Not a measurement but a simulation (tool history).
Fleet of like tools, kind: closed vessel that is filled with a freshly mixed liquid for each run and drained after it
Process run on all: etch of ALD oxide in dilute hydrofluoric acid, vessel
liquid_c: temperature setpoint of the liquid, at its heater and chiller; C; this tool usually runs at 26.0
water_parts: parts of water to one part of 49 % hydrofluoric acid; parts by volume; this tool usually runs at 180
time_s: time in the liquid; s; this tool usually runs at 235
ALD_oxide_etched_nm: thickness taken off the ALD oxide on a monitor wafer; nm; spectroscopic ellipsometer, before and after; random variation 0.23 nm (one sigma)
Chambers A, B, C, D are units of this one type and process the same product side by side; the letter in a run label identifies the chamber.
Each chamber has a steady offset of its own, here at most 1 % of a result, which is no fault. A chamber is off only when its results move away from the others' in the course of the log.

run    day  liquid_c  water_parts  time_s  read-back film thickness of the ALD oxide reference wafer, read on the same gauge (nm)  ALD_oxide_etched_nm
 1B  0.154      26.0          180     235                                                                                 100.010               24.257
 2D  0.258      26.0          180     235                                                                                 100.030               25.255
 3C  0.392      26.0          180     235                                                                                  99.966               24.686
 4A  0.529      26.0          180     235                                                                                  99.938               24.178
 5B  0.608      26.0          180     235                                                                                 100.020               24.449
 6A  0.704      26.0          180     235                                                                                 100.010               24.360
 7D  0.812      26.0          260     325                                                                                  99.996               22.195
 8C  0.929      26.0          260     325                                                                                  99.969               21.605
 9B  1.088      26.0          260     325                                                                                 100.030               21.408
10C  1.200      26.0          260     325                                                                                  99.997               21.333
11D  1.288      26.0          180     235                                                                                  99.999               25.103
12A  1.371      26.0          180     235                                                                                  99.972               24.955
13D  1.492      26.0          180     235                                                                                  99.997               24.817
14A  1.608      26.0          180     235                                                                                  99.969               24.621
15C  1.712      28.5          180     190                                                                                 100.010               21.742
16B  1.796      28.5          180     190                                                                                 100.000               22.044
17D  1.954      28.5          180     190                                                                                  99.988               21.887
18A  2.038      28.5          180     190                                                                                  99.975               21.765
19B  2.196      26.0          180     235                                                                                 100.010               25.618
20C  2.367      26.0          180     235                                                                                  99.957               24.704
21A  2.475      24.0          125     235                                                                                 100.020               35.177
22D  2.600      24.0          125     235                                                                                 100.060               35.527
23C  2.708      24.0          125     235                                                                                  99.971               35.094
24B  2.800      24.0          125     235                                                                                 100.010               36.154
25B  2.929      26.0          180     235                                                                                  99.994               25.252
26D  3.021      26.0          100     235                                                                                  99.997               49.239
27A  3.142      26.0          100     235                                                                                  99.968               48.852
28C  3.233      26.0          100     235                                                                                  99.958               49.439
29B  3.325      26.0          100     235                                                                                 100.020               50.130
30C  3.492      26.0          180     235                                                                                 100.020               24.671
31A  3.642      26.0          180     235                                                                                 100.030               24.631
32D  3.792      26.0          180     115                                                                                 100.020               12.175
33A  3.883      26.0          180     115                                                                                  99.990               12.014
34D  3.975      26.0          180     115                                                                                  99.983               12.332
35C  4.104      26.0          180     115                                                                                  99.993               12.110
36B  4.267      26.0          180     235                                                                                  99.984               26.096
37D  4.350      26.0          180     235                                                                                 100.040               25.048
38C  4.517      26.0          180     235                                                                                  99.977               24.473
39A  4.629      26.0          180     235                                                                                  99.956               24.788
40B  4.758      26.0          180     235                                                                                  99.975               26.955
41A  4.892      26.0          180     235                                                                                  99.992               24.074
42B  4.983      26.0          180     235                                                                                  99.983               26.868
43D  5.062      26.0          180     235                                                                                  99.974               24.937

Does one chamber stand apart from the rest, does the shared gauge drift, or is all well apart from small per-chamber offsets? Give the chamber and the most likely cause, where there is one.

It is chamber B that slowly wanders off from its peers.
Cause: hydrofluoric acid flow above the setpoint (%) = 6.8.
The log might look much the same if the cause were instead: liquid hotter than its thermometer reads (K).

Chamber B could run next with any of the 4 candidate recipes listed below; each alters the usual settings, and their results appear as question marks. Which one brings its results back in line with what the other chambers deliver on the usual settings?
A result is in line if it is within this distance of the other chambers' mean on the usual settings: ALD_oxide_etched_nm 0.810 nm
44B-1  5.192      26.5          180     270                                                                                                            ?
44B-2  5.192      26.0          175     245                                                                                                            ?
44B-3  5.192      26.0          185     225                                                                                                            ?
44B-4  5.192      26.0          190     215                                                                                                            ?

On the usual settings, the other chambers give on average: ALD_oxide_etched_nm 24.781 nm
  run  ALD_oxide_etched_nm
44B-1               31.416
44B-2               28.946
44B-3               24.868
44B-4               23.011
It is 44B-3 that realigns the chamber with its peers.
